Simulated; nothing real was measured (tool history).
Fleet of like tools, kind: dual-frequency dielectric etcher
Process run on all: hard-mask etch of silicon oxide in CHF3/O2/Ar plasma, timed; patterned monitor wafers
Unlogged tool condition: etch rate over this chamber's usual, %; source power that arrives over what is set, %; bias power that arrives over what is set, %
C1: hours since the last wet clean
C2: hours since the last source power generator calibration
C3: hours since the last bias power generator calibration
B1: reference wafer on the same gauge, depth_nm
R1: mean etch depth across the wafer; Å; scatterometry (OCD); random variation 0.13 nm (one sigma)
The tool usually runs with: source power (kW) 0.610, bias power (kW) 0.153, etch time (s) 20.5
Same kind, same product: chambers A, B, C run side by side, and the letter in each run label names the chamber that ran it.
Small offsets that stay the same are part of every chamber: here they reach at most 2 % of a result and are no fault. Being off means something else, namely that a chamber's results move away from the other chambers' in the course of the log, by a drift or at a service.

{"run": "1A", "day": 0.529, "source power (kW)": 0.61, "bias power (kW)": 0.153, "etch time (s)": 20.5, "C1": 85.5, "C2": 272.6, "C3": 1030.5, "B1": 31.102, "R1": 378.74}
{"run": "2B", "day": 0.942, "source power (kW)": 0.61, "bias power (kW)": 0.153, "etch time (s)": 20.5, "C1": 417.0, "C2": 2138.5, "C3": 1282.8, "B1": 31.143, "R1": 389.55}
{"run": "3C", "day": 1.346, "source power (kW)": 0.61, "bias power (kW)": 0.153, "etch time (s)": 20.5, "C1": 358.4, "C2": 594.1, "C3": 382.4, "B1": 31.1, "R1": 383.53}
{"run": "4A", "day": 1.708, "source power (kW)": 0.61, "bias power (kW)": 0.153, "etch time (s)": 20.5, "C1": 113.8, "C2": 300.9, "C3": 1058.8, "B1": 31.089, "R1": 380.65}
{"run": "5B", "day": 2.067, "source power (kW)": 0.61, "bias power (kW)": 0.153, "etch time (s)": 20.5, "C1": 444.0, "C2": 2165.5, "C3": 1309.8, "B1": 31.095, "R1": 388.43}
{"run": "6C", "day": 2.596, "source power (kW)": 0.61, "bias power (kW)": 0.153, "etch time (s)": 20.5, "C1": 388.4, "C2": 624.1, "C3": 412.4, "B1": 31.1, "R1": 383.69}
{"run": "7A", "day": 2.846, "source power (kW)": 0.61, "bias power (kW)": 0.153, "etch time (s)": 20.5, "C1": 141.1, "C2": 328.2, "C3": 1086.1, "B1": 31.099, "R1": 378.87}
{"day": 2.958, "done": "chamber C: wet clean of the chamber"}
{"run": "8C", "day": 3.146, "source power (kW)": 0.61, "bias power (kW)": 0.153, "etch time (s)": 20.5, "C1": 4.6, "C2": 637.3, "C3": 425.6, "B1": 31.106, "R1": 386.05}
{"run": "9B", "day": 3.562, "source power (kW)": 0.61, "bias power (kW)": 0.153, "etch time (s)": 20.5, "C1": 479.9, "C2": 2201.4, "C3": 1345.7, "B1": 31.086, "R1": 387.34}
{"run": "10C", "day": 3.888, "source power (kW)": 0.74, "bias power (kW)": 0.179, "etch time (s)": 20.5, "C1": 22.4, "C2": 655.1, "C3": 443.4, "B1": 31.075, "R1": 436.09}
{"run": "11A", "day": 4.258, "source power (kW)": 0.74, "bias power (kW)": 0.179, "etch time (s)": 20.5, "C1": 175.0, "C2": 362.1, "C3": 1120.0, "B1": 31.102, "R1": 429.18}
{"run": "12B", "day": 4.504, "source power (kW)": 0.74, "bias power (kW)": 0.179, "etch time (s)": 20.5, "C1": 502.5, "C2": 2224.0, "C3": 1368.3, "B1": 31.104, "R1": 441.5}
{"run": "13C", "day": 4.858, "source power (kW)": 0.61, "bias power (kW)": 0.153, "etch time (s)": 17.0, "C1": 45.7, "C2": 678.4, "C3": 466.7, "B1": 31.106, "R1": 318.74}
{"run": "14B", "day": 5.258, "source power (kW)": 0.61, "bias power (kW)": 0.153, "etch time (s)": 17.0, "C1": 520.6, "C2": 2242.1, "C3": 1386.4, "B1": 31.067, "R1": 320.89}
{"run": "15A", "day": 5.583, "source power (kW)": 0.61, "bias power (kW)": 0.153, "etch time (s)": 17.0, "C1": 206.8, "C2": 393.9, "C3": 1151.8, "B1": 31.105, "R1": 315.86}
{"run": "16A", "day": 6.108, "source power (kW)": 0.5, "bias power (kW)": 0.18, "etch time (s)": 20.5, "C1": 219.4, "C2": 406.5, "C3": 1164.4, "B1": 31.102, "R1": 371.77}
{"run": "17C", "day": 6.554, "source power (kW)": 0.5, "bias power (kW)": 0.18, "etch time (s)": 20.5, "C1": 86.4, "C2": 719.1, "C3": 507.4, "B1": 31.092, "R1": 376.01}
{"run": "18B", "day": 7.05, "source power (kW)": 0.5, "bias power (kW)": 0.18, "etch time (s)": 20.5, "C1": 563.6, "C2": 2285.1, "C3": 1429.4, "B1": 31.099, "R1": 378.1}
{"run": "19C", "day": 7.421, "source power (kW)": 0.61, "bias power (kW)": 0.153, "etch time (s)": 20.5, "C1": 107.2, "C2": 739.9, "C3": 528.2, "B1": 31.086, "R1": 383.43}
{"run": "20B", "day": 7.95, "source power (kW)": 0.46, "bias power (kW)": 0.141, "etch time (s)": 20.5, "C1": 585.2, "C2": 2306.7, "C3": 1451.0, "B1": 31.1, "R1": 336.45}
{"run": "21A", "day": 8.283, "source power (kW)": 0.46, "bias power (kW)": 0.141, "etch time (s)": 20.5, "C1": 271.6, "C2": 458.7, "C3": 1216.6, "B1": 31.084, "R1": 330.73}
{"day": 8.65, "done": "chamber B: wet clean of the chamber"}
{"run": "22B", "day": 8.817, "source power (kW)": 0.46, "bias power (kW)": 0.141, "etch time (s)": 20.5, "C1": 4.0, "C2": 2327.5, "C3": 1471.8, "B1": 31.101, "R1": 338.3}
{"run": "23A", "day": 9.071, "source power (kW)": 0.61, "bias power (kW)": 0.153, "etch time (s)": 20.5, "C1": 290.5, "C2": 477.6, "C3": 1235.5, "B1": 31.113, "R1": 382.92}
{"run": "24C", "day": 9.429, "source power (kW)": 0.61, "bias power (kW)": 0.153, "etch time (s)": 20.5, "C1": 155.4, "C2": 788.1, "C3": 576.4, "B1": 31.113, "R1": 384.28}
{"run": "25B", "day": 9.742, "source power (kW)": 0.61, "bias power (kW)": 0.131, "etch time (s)": 18.0, "C1": 26.2, "C2": 2349.7, "C3": 1494.0, "B1": 31.087, "R1": 321.26}
{"day": 10.012, "done": "chamber A: wet clean of the chamber"}
{"run": "26C", "day": 10.092, "source power (kW)": 0.61, "bias power (kW)": 0.131, "etch time (s)": 18.0, "C1": 171.3, "C2": 804.0, "C3": 592.3, "B1": 31.105, "R1": 319.27}
{"run": "27A", "day": 10.558, "source power (kW)": 0.61, "bias power (kW)": 0.131, "etch time (s)": 18.0, "C1": 13.1, "C2": 513.3, "C3": 1271.2, "B1": 31.109, "R1": 320.13}
{"run": "28C", "day": 10.908, "source power (kW)": 0.61, "bias power (kW)": 0.153, "etch time (s)": 20.5, "C1": 190.9, "C2": 823.6, "C3": 611.9, "B1": 31.078, "R1": 381.83}
{"run": "29A", "day": 11.212, "source power (kW)": 0.61, "bias power (kW)": 0.153, "etch time (s)": 20.5, "C1": 28.8, "C2": 529.0, "C3": 1286.9, "B1": 31.116, "R1": 383.46}
{"run": "30B", "day": 11.733, "source power (kW)": 0.61, "bias power (kW)": 0.153, "etch time (s)": 20.5, "C1": 74.0, "C2": 2397.5, "C3": 1541.8, "B1": 31.101, "R1": 385.56}
{"run": "31B", "day": 12.1, "source power (kW)": 0.61, "bias power (kW)": 0.153, "etch time (s)": 20.5, "C1": 82.8, "C2": 2406.3, "C3": 1550.6, "B1": 31.113, "R1": 386.34}
{"run": "32A", "day": 12.588, "source power (kW)": 0.61, "bias power (kW)": 0.153, "etch time (s)": 20.5, "C1": 61.8, "C2": 562.0, "C3": 1319.9, "B1": 31.087, "R1": 378.01}
{"run": "33C", "day": 13.029, "source power (kW)": 0.61, "bias power (kW)": 0.153, "etch time (s)": 20.5, "C1": 241.8, "C2": 874.5, "C3": 662.8, "B1": 31.097, "R1": 384.03}
{"run": "34B", "day": 13.442, "source power (kW)": 0.61, "bias power (kW)": 0.132, "etch time (s)": 16.5, "C1": 115.0, "C2": 2438.5, "C3": 1582.8, "B1": 31.088, "R1": 297.29}
{"run": "35C", "day": 13.758, "source power (kW)": 0.61, "bias power (kW)": 0.132, "etch time (s)": 16.5, "C1": 259.3, "C2": 892.0, "C3": 680.3, "B1": 31.098, "R1": 294.11}
{"run": "36A", "day": 14.079, "source power (kW)": 0.61, "bias power (kW)": 0.132, "etch time (s)": 16.5, "C1": 97.6, "C2": 597.8, "C3": 1355.7, "B1": 31.128, "R1": 293.12}
{"run": "37B", "day": 14.488, "source power (kW)": 0.66, "bias power (kW)": 0.172, "etch time (s)": 20.5, "C1": 140.1, "C2": 2463.6, "C3": 1607.9, "B1": 31.091, "R1": 412.84}
{"run": "38C", "day": 14.971, "source power (kW)": 0.66, "bias power (kW)": 0.172, "etch time (s)": 20.5, "C1": 288.4, "C2": 921.1, "C3": 709.4, "B1": 31.092, "R1": 408.67}
{"run": "39A", "day": 15.512, "source power (kW)": 0.66, "bias power (kW)": 0.172, "etch time (s)": 20.5, "C1": 132.0, "C2": 632.2, "C3": 1390.1, "B1": 31.1, "R1": 406.19}

One chamber off, gauge drift, or nothing amiss beyond the chambers' own small offsets? If it is a chamber, which one, and what is the likeliest cause?

Nothing is wrong: each chamber keeps only its own small, steady offset and the gauge holds still.
